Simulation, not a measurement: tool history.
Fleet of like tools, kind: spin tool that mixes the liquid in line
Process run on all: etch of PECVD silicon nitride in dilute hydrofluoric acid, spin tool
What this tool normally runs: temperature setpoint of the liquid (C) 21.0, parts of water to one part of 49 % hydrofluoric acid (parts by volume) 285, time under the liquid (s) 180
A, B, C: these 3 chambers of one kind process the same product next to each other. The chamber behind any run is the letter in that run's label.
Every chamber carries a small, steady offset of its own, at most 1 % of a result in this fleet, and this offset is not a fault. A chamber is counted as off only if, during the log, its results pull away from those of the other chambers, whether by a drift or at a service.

run,hour,temperature setpoint of the liquid (C),parts of water to one part of 49 % hydrofluoric acid (parts by volume),time under the liquid (s),hours since the thermometer was replaced,hours since the hydrofluoric acid flow meter was replaced,"read-back film thickness of the PECVD silicon nitride reference wafer, read on the same gauge (nm)",thickness taken off the PECVD silicon nitride on a monitor wafer (angstrom)
1B,5.0,21.0,285,180,1503.0,663.6,60.014,29.783
2A,9.6,21.0,285,180,472.2,680.3,59.999,30.518
# hour 14.7: chamber B: thermometer replaced
3C,16.6,21.0,285,180,1515.9,345.6,59.991,29.802
4A,24.2,21.0,285,180,486.8,694.9,60.011,29.743
5B,28.6,21.0,285,180,13.9,687.2,59.990,29.721
6C,35.5,22.5,285,180,1534.8,364.5,59.987,32.957
7C,40.4,22.5,285,180,1539.7,369.4,60.028,32.847
8A,46.9,22.5,285,180,509.5,717.6,59.993,33.089
9B,53.0,21.0,285,180,38.3,711.6,59.990,29.599
10C,58.8,21.0,285,180,1558.1,387.8,59.978,30.112
11A,63.0,21.0,285,180,525.6,733.7,60.017,29.944
12B,70.0,21.0,285,180,55.3,728.6,59.976,29.749
13B,76.4,21.0,285,180,61.7,735.0,60.020,30.155
14A,82.3,21.0,285,180,544.9,753.0,59.996,30.029
15C,86.4,21.0,170,80,1585.7,415.4,59.987,21.850
16C,93.4,21.0,170,80,1592.7,422.4,59.976,21.434
17A,100.6,21.0,170,80,563.2,771.3,59.997,22.195
18B,108.2,21.0,285,180,93.5,766.8,60.027,29.552
19C,115.8,21.0,285,180,1615.1,444.8,59.992,30.302
20A,123.5,21.0,285,180,586.1,794.2,59.985,29.861

All 3 chambers run these settings next. Forecast each chamber's results:
21A,129.0,21.0,285,180,,,,?
21B,129.0,21.0,285,180,,,,?
21C,129.0,21.0,285,180,,,,?

run,thickness taken off the PECVD silicon nitride on a monitor wafer (angstrom)
21A,30.384
21B,29.834
21C,29.857
